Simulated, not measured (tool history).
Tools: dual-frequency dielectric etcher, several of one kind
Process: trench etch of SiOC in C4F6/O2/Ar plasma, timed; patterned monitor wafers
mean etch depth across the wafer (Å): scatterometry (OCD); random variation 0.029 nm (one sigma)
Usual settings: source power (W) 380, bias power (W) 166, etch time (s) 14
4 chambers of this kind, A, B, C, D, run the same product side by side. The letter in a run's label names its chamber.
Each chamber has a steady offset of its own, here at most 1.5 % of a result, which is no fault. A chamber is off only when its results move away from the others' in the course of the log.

run   hour  source power (W)  bias power (W)  etch time (s)  hours since the last wet clean  hours since the last source power generator calibration  hours since the last bias power generator calibration  read-back reference wafer on the same gauge, depth_nm  mean etch depth across the wafer (Å)
 1C    4.1               380             166             14                             195                                                   1670.2                                                  105.6                                                 29.188                                274.08
 2D      7               380             166             14                            21.7                                                    425.5                                                   3109                                                 29.195                                278.02
 3A    9.8               380             166             14                           381.6                                                      276                                                 2241.1                                                 29.191                                277.12
 4B   13.1               380             166             14                           319.1                                                     2455                                                  734.5                                                 29.186                                276.28
 5B   17.4               380             166             14                           323.4                                                   2459.3                                                  738.8                                                 29.183                                276.48
 6A     22               380             166             14                           393.8                                                    288.2                                                 2253.3                                                 29.189                                277.49
 7C   27.8               380             166             14                           218.7                                                   1693.9                                                  129.3                                                 29.182                                273.38
 8D   31.5               380             166             14                            46.2                                                      450                                                 3133.5                                                 29.166                                277.02
      32.2  -- chamber A: wet clean of the chamber
 9C   36.5               410             166             14                           227.4                                                   1702.6                                                    138                                                 29.173                                282.05
10D   40.4               410             166             14                            55.1                                                    458.9                                                 3142.4                                                 29.172                                285.92
11B   45.7               410             166             14                           351.7                                                   2487.6                                                  767.1                                                 29.164                                285.07
12A   49.3               410             166             14                            17.2                                                    315.5                                                 2280.6                                                 29.162                                285.41
13C     53               380             166             14                           243.9                                                   1719.1                                                  154.5                                                 29.157                                 273.2
14D   56.4               380             166             14                            71.1                                                    474.9                                                 3158.4                                                 29.152                                277.06
15B   59.5               380             166             14                           365.5                                                   2501.4                                                  780.9                                                 29.158                                275.83
16A   62.8               380             166             14                            30.7                                                      329                                                 2294.1                                                  29.15                                276.98
17C   68.3               380             166             14                           259.2                                                   1734.4                                                  169.8                                                 29.145                                273.47
18D   73.6               380             166             14                            88.3                                                    492.1                                                 3175.6                                                 29.139                                276.75
19A     78               380             166             14                            45.9                                                    344.2                                                 2309.3                                                  29.13                                 276.3
20B   83.4               380             166             14                           389.4                                                   2525.3                                                  804.8                                                 29.135                                275.68
21D     89               380             166             14                           103.7                                                    507.5                                                   3191                                                 29.133                                276.69
22A   92.6               380             166             14                            60.5                                                    358.8                                                 2323.9                                                 29.124                                276.53
23C   96.8               380             166           11.5                           287.7                                                   1762.9                                                  198.3                                                 29.111                                224.57
24B  100.5               380             166           11.5                           406.5                                                   2542.4                                                  821.9                                                 29.118                                226.45
     102.9  -- chamber B: wet clean of the chamber
25C  105.3               380             166           11.5                           296.2                                                   1771.4                                                  206.8                                                 29.114                                223.83
26B  108.5               380             166           11.5                             5.6                                                   2550.4                                                  829.9                                                  29.12                                226.67
27A  113.4               380             166             14                            81.3                                                    379.6                                                 2344.7                                                 29.109                                275.69
28D  118.1               380             166             14                           132.8                                                    536.6                                                 3220.1                                                 29.103                                 276.3
29D  121.8               380             166             14                           136.5                                                    540.3                                                 3223.8                                                   29.1                                276.92
30A  125.7               380             166           12.5                            93.6                                                    391.9                                                   2357                                                 29.097                                 246.7
31B  128.9               380             166           12.5                              26                                                   2570.8                                                  850.3                                                 29.092                                245.73
32C  132.3               380             166           12.5                           323.2                                                   1798.4                                                  233.8                                                 29.082                                243.65
33A  136.5               380             166           12.5                           104.4                                                    402.7                                                 2367.8                                                 29.084                                246.57
34B    141               380             166             14                            38.1                                                   2582.9                                                  862.4                                                 29.093                                275.41
35C    146               380             166             14                           336.9                                                   1812.1                                                  247.5                                                 29.077                                272.52
36D  149.3               380             138             14                             164                                                    567.8                                                 3251.3                                                 29.078                                261.66

All 4 chambers run these settings next. Forecast each chamber's results:
37A  153.6               380             166           11.5                                                                                                                                                                                                                                            ?
37B  153.6               380             166           11.5                                                                                                                                                                                                                                            ?
37C  153.6               380             166           11.5                                                                                                                                                                                                                                            ?
37D  153.6               380             166           11.5                                                                                                                                                                                                                                            ?

run  mean etch depth across the wafer (Å)
37A                                226.73
37B                                226.37
37C                                223.86
37D                                227.24

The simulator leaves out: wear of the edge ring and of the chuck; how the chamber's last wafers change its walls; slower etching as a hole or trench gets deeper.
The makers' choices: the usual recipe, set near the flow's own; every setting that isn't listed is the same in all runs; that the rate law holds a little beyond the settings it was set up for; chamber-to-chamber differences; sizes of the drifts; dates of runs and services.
